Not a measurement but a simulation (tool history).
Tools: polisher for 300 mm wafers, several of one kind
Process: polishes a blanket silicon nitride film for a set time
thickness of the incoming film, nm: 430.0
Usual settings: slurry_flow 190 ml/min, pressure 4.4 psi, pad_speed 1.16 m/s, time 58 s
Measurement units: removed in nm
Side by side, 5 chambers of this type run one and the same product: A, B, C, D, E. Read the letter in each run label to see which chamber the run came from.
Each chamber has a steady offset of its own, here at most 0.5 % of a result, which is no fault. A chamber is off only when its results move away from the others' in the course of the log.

run	hour	slurry_flow	pressure	pad_speed	time	wafers polished on this pad	hours since the slurry nozzle was cleaned	hours since the head pressure was calibrated	removed
1E	5	190	4.4	1.16	58	556	122.3	489.7	150.43
2D	7.7	190	4.4	1.16	58	227	228.5	402.4	147.6
3A	12.2	190	4.4	1.16	58	305	243.9	188.8	150.16
4B	16.4	190	4.4	1.16	58	628	267	103.3	150.45
5C	20.8	190	4.4	1.16	58	593	364.1	152	148.28
6C	23.7	190	4.4	1.16	58	619	367	154.9	148.1
7D	26.7	190	4.4	1.16	58	400	247.5	421.4	148.18
8E	30.8	190	4.4	1.16	58	790	148.1	515.5	150.21
9B	33.6	190	4.4	1.16	58	785	284.2	120.5	150.53
10A	35.9	165	3.9	1.16	58	521	267.6	212.5	129.15
11E	39.6	165	3.9	1.16	58	870	156.9	524.3	129.85
# hour 44: chamber D: worn pad replaced by a new one
12A	44.1	165	3.9	1.16	58	595	275.8	220.7	131.66
# hour 47.5: chamber D: slurry nozzle cleaned
13B	48.2	165	3.9	1.16	58	917	298.8	135.1	131.99
14D	50.8	165	3.9	1.16	58	61	3.4	445.5	129.25
15C	55.1	190	4.4	1.16	45	905	398.4	186.3	115.88
16D	58.7	190	4.4	1.16	45	133	11.3	453.4	115.41
# hour 60.3: chamber B: worn pad replaced by a new one
17C	61.6	190	4.4	1.16	45	964	404.9	192.8	113.01
18E	64.9	190	4.4	1.16	45	1100	182.2	549.6	112.91
19B	68.8	190	4.4	1.16	45	77	319.4	155.7	116.13
20A	72.1	190	4.4	1.16	58	850	303.8	248.7	149.57
21D	76.4	190	4.4	1.16	58	294	29	471.1	150.77
# hour 79.6: chamber B: slurry nozzle cleaned
22B	80.6	190	4.4	1.16	58	184	1	167.5	151.62
23C	83.2	190	4.4	1.16	58	1160	426.5	214.4	147.89
# hour 85.8: chamber C: worn pad replaced by a new one
24A	87.8	190	4.4	1.16	58	993	319.5	264.4	148.25
25E	90.4	190	4.4	1.16	58	1332	207.7	575.1	143.48
26D	95.1	190	4.4	1.16	58	464	47.7	489.8	149.29
# hour 96.6: chamber E: worn pad replaced by a new one
27B	99.6	190	4.4	1.16	58	357	20	186.5	150.82
# hour 101.9: chamber D: worn pad replaced by a new one
28C	103.2	190	4.4	1.16	58	158	446.5	234.4	149.17
29E	107.1	190	4.4	1.16	58	96	224.4	591.8	138.92
30A	110.8	190	4.4	0.82	58	1202	342.5	287.4	112.66
# hour 113.7: chamber A: worn pad replaced by a new one
31B	115	190	4.4	0.82	58	497	35.4	201.9	113.98
32E	117.5	190	4.4	0.82	58	190	234.8	602.2	108.33
33C	121.9	190	4.4	0.82	58	328	465.2	253.1	114.43
34D	127	190	4.4	0.82	58	229	79.6	521.7	114.43
35A	131.4	190	4.4	1.16	58	161	363.1	308	149.46
36C	134.7	190	4.4	1.16	58	445	478	265.9	149.83
37B	138.7	190	4.4	1.16	58	713	59.1	225.6	150.12
38D	142.3	190	4.4	1.16	58	368	94.9	537	150.1
# hour 143.2: chamber A: head pressure recalibrated
39E	144.7	190	4.4	1.16	58	438	262	629.4	137.65
40A	149.8	190	4.4	1.16	58	329	381.5	6.6	148.38
# hour 153.9: chamber D: worn pad replaced by a new one
41D	155	190	4.4	1.16	58	10	107.6	549.7	149.53
42A	158.8	190	4.4	1.16	58	410	390.5	15.6	150.43
43B	162.9	190	4.4	1.16	58	933	83.3	249.8	148.74
44C	167.5	190	4.4	1.16	58	743	510.8	298.7	147.85

One chamber off, gauge drift, or nothing amiss beyond the chambers' own small offsets? If it is a chamber, which one, and what is the likeliest cause?

One chamber, E, drifts off from the rest bit by bit.
Most likely cause: head's pressure below its setpoint, % = 10.1.
With only this log, it may be confused with: slurry flow missing at the pad, %.

Which of the 4 candidates below, each the usual settings with something changed and its results left as question marks, puts chamber E back in line with what the other chambers give on the usual settings?
A result is in line if it is within this distance of the other chambers' mean on the usual settings: removed 4.5 nm
45E-1	171.3	190	4.7	1.24	63				?
45E-2	171.3	190	4.4	1.04	51				?
45E-3	171.3	190	4.2	1.12	56				?
45E-4	171.3	190	4.4	1.22	62				?

The mean the other chambers reach with the usual settings: removed 149.76 nm
run	removed
45E-1	164.23
45E-2	108.39
45E-3	120.56
45E-4	149.52
With 45E-4, the chamber falls back in line with the rest.
